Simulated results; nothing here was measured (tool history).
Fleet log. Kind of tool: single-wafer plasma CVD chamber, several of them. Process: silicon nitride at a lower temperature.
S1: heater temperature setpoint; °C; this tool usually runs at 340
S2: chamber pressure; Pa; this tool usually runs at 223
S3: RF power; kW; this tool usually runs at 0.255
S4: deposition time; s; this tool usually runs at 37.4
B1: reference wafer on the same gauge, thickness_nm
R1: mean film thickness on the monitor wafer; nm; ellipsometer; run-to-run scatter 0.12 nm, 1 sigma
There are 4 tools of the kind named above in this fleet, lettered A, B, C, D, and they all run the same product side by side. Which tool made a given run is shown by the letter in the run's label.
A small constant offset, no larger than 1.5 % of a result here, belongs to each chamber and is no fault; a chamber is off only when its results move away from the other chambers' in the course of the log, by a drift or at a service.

run 1C hour=3.6 | S1=340 S2=223 S3=0.255 S4=37.4 | B1=44.796 | R1=40.144
run 2B hour=5.9 | S1=340 S2=223 S3=0.255 S4=37.4 | B1=44.825 | R1=39.523
run 3A hour=9.3 | S1=340 S2=223 S3=0.255 S4=37.4 | B1=44.781 | R1=40.260
run 4D hour=11.6 | S1=340 S2=223 S3=0.255 S4=37.4 | B1=44.795 | R1=39.401
run 5C hour=16.2 | S1=340 S2=223 S3=0.255 S4=37.4 | B1=44.803 | R1=40.149
run 6A hour=20.2 | S1=340 S2=223 S3=0.255 S4=37.4 | B1=44.778 | R1=40.371
run 7D hour=22.7 | S1=340 S2=223 S3=0.255 S4=37.4 | B1=44.764 | R1=39.517
run 8B hour=25.2 | S1=340 S2=223 S3=0.255 S4=37.4 | B1=44.794 | R1=39.707
run 9C hour=28.1 | S1=340 S2=223 S3=0.255 S4=37.4 | B1=44.778 | R1=40.079
run 10A hour=31.3 | S1=340 S2=223 S3=0.255 S4=37.4 | B1=44.785 | R1=40.171
run 11B hour=34.5 | S1=340 S2=223 S3=0.255 S4=37.4 | B1=44.811 | R1=39.610
run 12D hour=37.1 | S1=340 S2=223 S3=0.255 S4=37.4 | B1=44.807 | R1=39.632
run 13A hour=41.6 | S1=340 S2=223 S3=0.255 S4=37.4 | B1=44.813 | R1=40.155
run 14B hour=46.1 | S1=340 S2=223 S3=0.255 S4=37.4 | B1=44.778 | R1=39.599
run 15D hour=48.4 | S1=340 S2=223 S3=0.255 S4=37.4 | B1=44.816 | R1=39.475
run 16C hour=50.9 | S1=340 S2=223 S3=0.255 S4=37.4 | B1=44.837 | R1=40.055
run 17B hour=55.3 | S1=340 S2=223 S3=0.255 S4=37.4 | B1=44.792 | R1=39.640
run 18C hour=57.7 | S1=340 S2=223 S3=0.255 S4=37.4 | B1=44.805 | R1=40.226
run 19A hour=60.9 | S1=340 S2=223 S3=0.255 S4=37.4 | B1=44.792 | R1=40.227
run 20D hour=63.5 | S1=340 S2=223 S3=0.255 S4=37.4 | B1=44.765 | R1=39.518
run 21A hour=65.8 | S1=340 S2=223 S3=0.255 S4=37.4 | B1=44.810 | R1=40.418
run 22B hour=70.3 | S1=340 S2=223 S3=0.255 S4=37.4 | B1=44.812 | R1=39.652
run 23D hour=73.6 | S1=340 S2=223 S3=0.255 S4=37.4 | B1=44.791 | R1=39.699
run 24C hour=78.6 | S1=340 S2=223 S3=0.255 S4=37.4 | B1=44.837 | R1=40.067
run 25D hour=81.5 | S1=340 S2=223 S3=0.255 S4=37.4 | B1=44.818 | R1=39.615
run 26A hour=86.3 | S1=340 S2=223 S3=0.255 S4=37.4 | B1=44.794 | R1=40.487
run 27C hour=89.0 | S1=334 S2=223 S3=0.255 S4=43.4 | B1=44.792 | R1=46.477
run 28B hour=91.8 | S1=334 S2=223 S3=0.255 S4=43.4 | B1=44.800 | R1=46.145

What goes on in this fleet: one chamber off, a drifting gauge, or nothing beyond the chambers' own small offsets? Name the chamber and the cause, if any.

All chambers stay in line apart from their small fixed offsets, and the gauge does not drift.
